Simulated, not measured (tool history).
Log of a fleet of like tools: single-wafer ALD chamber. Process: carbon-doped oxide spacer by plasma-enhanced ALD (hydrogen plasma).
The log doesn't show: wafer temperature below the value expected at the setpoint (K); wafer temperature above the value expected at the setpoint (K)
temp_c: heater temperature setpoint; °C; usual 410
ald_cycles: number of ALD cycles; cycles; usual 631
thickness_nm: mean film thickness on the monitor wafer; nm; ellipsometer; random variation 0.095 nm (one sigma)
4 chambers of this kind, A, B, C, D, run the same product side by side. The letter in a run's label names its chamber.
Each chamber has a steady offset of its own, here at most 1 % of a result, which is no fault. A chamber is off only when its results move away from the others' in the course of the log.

| run | hour | temp_c | ald_cycles | hours since the last thermocouple change | read-back reference wafer on the same gauge, thickness_nm | thickness_nm |
|---|---|---|---|---|---|---|
| 1D | 3.7 | 410 | 631 | 1792.2 | 26.900 | 30.748 |
| 2C | 11.0 | 410 | 631 | 1329.6 | 26.899 | 30.576 |
| 3B | 16.0 | 410 | 631 | 131.8 | 26.892 | 30.432 |
| 4A | 22.8 | 410 | 631 | 1164.8 | 26.902 | 30.871 |
| 5D | 26.5 | 410 | 631 | 1815.0 | 26.889 | 30.787 |
| 6C | 31.8 | 410 | 631 | 1350.4 | 26.887 | 30.504 |
| 7A | 35.1 | 410 | 631 | 1177.1 | 26.918 | 30.705 |
| 8B | 39.4 | 410 | 631 | 155.2 | 26.908 | 30.281 |
| 9D | 45.6 | 410 | 631 | 1834.1 | 26.896 | 30.585 |
| 10C | 50.2 | 410 | 631 | 1368.8 | 26.893 | 30.599 |
| 11B | 53.8 | 410 | 631 | 169.6 | 26.907 | 30.497 |
| 12A | 59.3 | 410 | 631 | 1201.3 | 26.882 | 30.881 |
| 13D | 64.6 | 410 | 631 | 1853.1 | 26.917 | 30.760 |
| 14B | 68.9 | 410 | 631 | 184.7 | 26.903 | 30.373 |
| 15A | 73.1 | 396 | 690 | 1215.1 | 26.906 | 34.701 |
| 16C | 77.9 | 396 | 690 | 1396.5 | 26.905 | 34.492 |
| 17B | 85.2 | 396 | 690 | 201.0 | 26.903 | 34.335 |
|  | 88.1 | chamber D: thermocouple changed; heater temperature recalibrated |
| 18D | 92.4 | 396 | 690 | 4.4 | 26.917 | 34.739 |
| 19A | 99.3 | 410 | 631 | 1241.3 | 26.889 | 30.842 |
| 20C | 102.9 | 410 | 631 | 1421.5 | 26.927 | 30.699 |
| 21B | 108.0 | 425 | 631 | 223.8 | 26.908 | 28.994 |
| 22D | 113.4 | 425 | 631 | 25.4 | 26.902 | 29.882 |
| 23A | 118.8 | 425 | 631 | 1260.8 | 26.895 | 29.290 |
| 24C | 125.1 | 425 | 631 | 1443.7 | 26.896 | 29.138 |
| 25D | 130.8 | 410 | 631 | 42.8 | 26.890 | 31.364 |
| 26A | 134.9 | 410 | 631 | 1276.9 | 26.883 | 30.751 |
| 27C | 139.2 | 410 | 631 | 1457.8 | 26.908 | 30.651 |
| 28B | 144.4 | 410 | 631 | 260.2 | 26.907 | 30.539 |
| 29A | 148.7 | 410 | 631 | 1290.7 | 26.884 | 30.768 |
| 30C | 155.0 | 410 | 631 | 1473.6 | 26.898 | 30.550 |
| 31D | 159.5 | 417 | 723 | 71.5 | 26.883 | 34.996 |
| 32B | 166.8 | 417 | 723 | 282.6 | 26.889 | 34.034 |
| 33A | 170.2 | 417 | 723 | 1312.2 | 26.913 | 34.512 |
| 34B | 175.4 | 417 | 723 | 291.2 | 26.893 | 34.184 |
| 35D | 182.4 | 410 | 631 | 94.4 | 26.908 | 31.126 |
| 36C | 187.4 | 410 | 631 | 1506.0 | 26.907 | 30.697 |
| 37A | 193.8 | 410 | 631 | 1335.8 | 26.913 | 30.827 |
| 38C | 198.7 | 410 | 631 | 1517.3 | 26.901 | 30.712 |
| 39D | 202.8 | 410 | 631 | 114.8 | 26.894 | 31.226 |
| 40B | 209.8 | 410 | 631 | 325.6 | 26.899 | 30.363 |

All 4 chambers run these settings next. Forecast each chamber's results:
| 41A | 215.0 | 410 | 631 |  |  | ? |
| 41B | 215.0 | 410 | 631 |  |  | ? |
| 41C | 215.0 | 410 | 631 |  |  | ? |
| 41D | 215.0 | 410 | 631 |  |  | ? |

| run | thickness_nm |
|---|---|
| 41A | 30.686 |
| 41B | 30.585 |
| 41C | 30.504 |
| 41D | 31.194 |

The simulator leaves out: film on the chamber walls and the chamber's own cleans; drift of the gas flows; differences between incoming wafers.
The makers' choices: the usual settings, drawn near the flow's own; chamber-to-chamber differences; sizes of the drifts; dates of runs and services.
